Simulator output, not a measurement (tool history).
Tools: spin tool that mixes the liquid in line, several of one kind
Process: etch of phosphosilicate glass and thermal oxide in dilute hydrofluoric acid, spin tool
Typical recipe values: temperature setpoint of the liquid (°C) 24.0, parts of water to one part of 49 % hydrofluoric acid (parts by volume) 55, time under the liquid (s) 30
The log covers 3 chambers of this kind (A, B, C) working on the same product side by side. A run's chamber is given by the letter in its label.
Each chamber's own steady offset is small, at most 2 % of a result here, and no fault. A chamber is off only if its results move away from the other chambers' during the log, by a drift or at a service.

run	hour	temperature setpoint of the liquid (°C)	parts of water to one part of 49 % hydrofluoric acid (parts by volume)	time under the liquid (s)	hours since the thermometer was replaced	hours since the hydrofluoric acid flow meter was replaced	read-back film thickness of the phosphosilicate glass reference wafer, read on the same gauge (nm)	read-back film thickness of the thermal oxide reference wafer, read on the same gauge (nm)	thickness taken off the phosphosilicate glass on a monitor wafer (Å)	thickness taken off the thermal oxide on a monitor wafer (Å)
1A	6.1	24.0	55	30	338.0	410.9	99.988	99.992	347.69	27.1320
2B	13.2	24.0	55	30	1685.6	219.9	100.010	100.040	345.95	27.3420
3C	20.3	24.0	55	30	1116.1	1048.9	99.988	99.945	348.00	27.2190
4A	29.5	24.0	55	30	361.4	434.3	99.982	99.999	348.34	26.6600
5C	39.1	24.0	55	30	1134.9	1067.7	100.020	100.000	345.78	27.2910
# hour 43.3: chamber B: thermometer replaced
6B	46.0	24.0	55	30	2.7	252.7	99.979	100.030	350.49	27.7570
7B	53.7	24.0	75	15	10.4	260.4	99.983	99.989	124.12	9.8010
8A	60.8	24.0	75	15	392.7	465.6	99.981	99.993	123.99	9.8438
9C	67.5	24.0	75	15	1163.3	1096.1	99.971	100.000	123.47	9.7788
10C	76.4	24.0	55	30	1172.2	1105.0	99.975	99.972	343.89	27.3200
11A	83.6	24.0	55	30	415.5	488.4	99.989	99.984	347.58	26.9980
12B	90.4	25.5	35	30	47.1	297.1	99.990	99.984	591.23	47.5400
13A	95.7	25.5	35	30	427.6	500.5	99.975	99.978	589.50	45.8240
14B	104.8	25.5	35	30	61.5	311.5	99.991	100.030	597.49	47.1000
15C	110.1	24.0	55	30	1205.9	1138.7	99.998	99.963	343.75	26.9850
16A	115.7	24.0	55	30	447.6	520.5	99.996	99.962	343.69	26.9620
17B	123.1	24.0	55	30	79.8	329.8	99.978	100.050	348.81	27.4350
18C	132.4	24.0	55	30	1228.2	1161.0	100.010	99.989	345.09	27.1990
19B	139.0	21.5	40	30	95.7	345.7	99.981	100.020	436.24	34.6660
20A	143.7	21.5	40	30	475.6	548.5	100.040	99.988	439.97	34.4660
21C	150.6	21.5	40	30	1246.4	1179.2	99.990	100.010	441.95	34.6950
22B	158.2	24.0	55	30	114.9	364.9	100.020	100.010	347.63	27.6160
23C	167.2	24.0	55	30	1263.0	1195.8	100.040	100.060	347.85	27.2110
24A	174.0	24.0	55	30	505.9	578.8	99.971	100.040	347.00	26.9530
25C	180.4	24.0	55	30	1276.2	1209.0	100.000	99.980	348.89	27.4060
26A	190.1	19.5	80	30	522.0	594.9	100.000	100.000	192.34	15.1960
27B	195.4	19.5	80	30	152.1	402.1	100.000	100.010	194.27	15.4900
28A	203.5	19.5	80	30	535.4	608.3	99.987	99.916	191.68	15.0490
29B	213.2	24.0	55	30	169.9	419.9	99.994	99.981	346.01	28.1390
30C	218.7	24.0	55	30	1314.5	1247.3	99.984	100.010	348.25	27.2660
31B	223.5	24.0	55	30	180.2	430.2	99.979	99.970	348.87	27.5320
32A	233.4	24.0	55	30	565.3	638.2	100.000	99.987	344.15	27.1620
33C	238.0	24.0	55	30	1333.8	1266.6	99.993	99.948	343.82	27.3290
34C	242.9	24.0	55	30	1338.7	1271.5	100.020	99.990	341.81	26.9860

Decide between three cases: one chamber stands off from its peers, the gauge reading all wafers drifts, or nothing is wrong past each chamber's small offset. Where a chamber is off, say which and what most likely put it there.

The fleet is healthy, with each chamber sitting at its usual small offset and no drift in the gauge.

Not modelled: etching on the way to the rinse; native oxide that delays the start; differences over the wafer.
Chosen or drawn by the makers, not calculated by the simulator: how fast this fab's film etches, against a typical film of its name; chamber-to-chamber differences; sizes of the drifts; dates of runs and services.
